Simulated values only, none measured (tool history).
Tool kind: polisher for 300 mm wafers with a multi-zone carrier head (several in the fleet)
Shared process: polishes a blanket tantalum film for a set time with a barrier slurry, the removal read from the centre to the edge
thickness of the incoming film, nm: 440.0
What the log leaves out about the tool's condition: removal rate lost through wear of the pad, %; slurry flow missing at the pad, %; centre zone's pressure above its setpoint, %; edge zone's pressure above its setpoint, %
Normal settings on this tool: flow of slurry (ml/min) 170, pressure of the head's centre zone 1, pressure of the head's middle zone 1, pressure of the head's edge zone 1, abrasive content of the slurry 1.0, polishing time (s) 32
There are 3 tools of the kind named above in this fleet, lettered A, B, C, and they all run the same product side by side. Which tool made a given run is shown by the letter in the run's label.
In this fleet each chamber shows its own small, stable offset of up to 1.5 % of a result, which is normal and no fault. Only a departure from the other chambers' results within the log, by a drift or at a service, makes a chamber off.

run	day	flow of slurry (ml/min)	pressure of the head's centre zone	pressure of the head's middle zone	pressure of the head's edge zone	abrasive content of the slurry	polishing time (s)	wafers polished on this pad	hours since the slurry nozzle was cleaned	hours since the centre zone pressure was calibrated	hours since the edge zone pressure was calibrated	film removed at the wafer's centre (Å)	film removed at mid-radius (Å)	film removed at the wafer's edge (Å)
# day 0.192: chamber C: worn pad replaced by a new one
1C	0.242	170	1	1	1	1.0	32	8	279.5	374.5	81.7	424.53	404.53	410.03
2A	0.512	170	1	1	1	1.0	32	539	278.5	507.6	317.9	419.99	421.53	420.19
3B	0.821	170	1	1	1	1.0	32	644	124.8	372.5	826.7	410.28	409.82	415.98
4C	1.108	170	1	1	1	1.0	32	164	300.3	395.3	102.5	420.59	422.67	423.72
5A	1.262	170	1	1	1	1.0	32	673	296.5	525.6	335.9	413.26	412.72	424.06
6B	1.404	170	1	1	1	1.0	32	748	138.8	386.5	840.7	418.80	415.26	416.25
7B	1.579	170	1	1	1	1.0	32	780	143.0	390.7	844.9	418.72	421.14	410.24
# day 1.646: chamber A: worn pad replaced by a new one
8C	1.754	170	1	1	1	1.0	32	279	315.8	410.8	118.0	418.08	400.59	418.86
9A	2.004	170	1	1	1	1.0	32	64	314.3	543.4	353.7	417.42	425.45	416.52
10B	2.154	170	1	1	1	1.0	32	882	156.8	404.5	858.7	413.73	418.88	417.10
11A	2.358	170	1	1	1	1.0	32	127	322.8	551.9	362.2	412.09	428.45	419.09
12C	2.600	170	1	1	1	1.0	32	431	336.1	431.1	138.3	419.38	423.47	420.47
13B	2.875	170	1	1	1	1.0	32	1012	174.1	421.8	876.0	407.75	402.33	407.40
# day 2.938: chamber C: centre zone pressure recalibrated
14A	3.100	170	1	1	1	1.1	38	260	340.6	569.7	380.0	500.26	514.36	517.88
15C	3.333	170	1	1	1	1.1	38	562	353.7	9.5	155.9	514.99	504.52	508.00
16A	3.525	170	1	1	1	1.1	38	336	350.8	579.9	390.2	512.16	508.96	506.06
17C	3.812	200	1	1	1	1.0	32	648	365.2	21.0	167.4	424.65	411.99	428.41
# day 3.896: chamber C: worn pad replaced by a new one
# day 4.062: chamber B: worn pad replaced by a new one
18B	4.075	200	1	1	1	1.0	32	2	202.9	450.6	904.8	413.60	409.58	419.85
19C	4.308	200	1	1	1	1.0	32	74	377.1	32.9	179.3	434.68	419.62	429.65
20A	4.542	170	1	1	1	1.0	32	518	375.2	604.3	414.6	411.19	420.39	410.35
21B	4.854	170	1	1	1	1.0	32	142	221.6	469.3	923.5	397.38	397.59	404.65
22C	5.008	170	1	1	1	1.0	32	199	393.9	49.7	196.1	420.62	412.22	421.94
23B	5.254	170	1	1	1	1.0	32	213	231.2	478.9	933.1	399.64	396.20	403.43
# day 5.346: chamber B: edge zone pressure recalibrated
24A	5.533	170	1	1	1	1.0	32	695	399.0	628.1	438.4	417.61	425.49	412.63
25B	5.775	115	1	1	1	1.0	25	306	243.7	491.4	10.3	270.05	275.69	295.71
26C	5.979	115	1	1	1	1.0	25	373	417.2	73.0	219.4	299.61	297.28	312.73
27A	6.117	115	1	1	1	1.0	25	800	413.0	642.1	452.4	290.57	307.44	308.07
28C	6.425	170	1	1	1	1.0	32	452	427.9	83.7	230.1	421.47	412.98	425.88
29B	6.625	170	1	1	1	1.0	32	459	264.1	511.8	30.7	386.63	395.84	398.61
30A	6.783	170	1	1	1	1.0	32	919	429.0	658.1	468.4	410.21	431.31	420.57
31C	6.925	200	1	1	1	1.0	36	542	439.9	95.7	242.1	488.49	475.51	486.19

Predict what each chamber gives when all 3 of them run the settings below next.
32A	7.154	170	1	1	1	0.8	32					?	?	?
32B	7.154	170	1	1	1	0.8	32					?	?	?
32C	7.154	170	1	1	1	0.8	32					?	?	?

run	film removed at the wafer's centre (Å)	film removed at mid-radius (Å)	film removed at the wafer's edge (Å)
32A	388.03	389.95	397.92
32B	352.08	362.73	366.25
32C	388.11	385.09	387.29
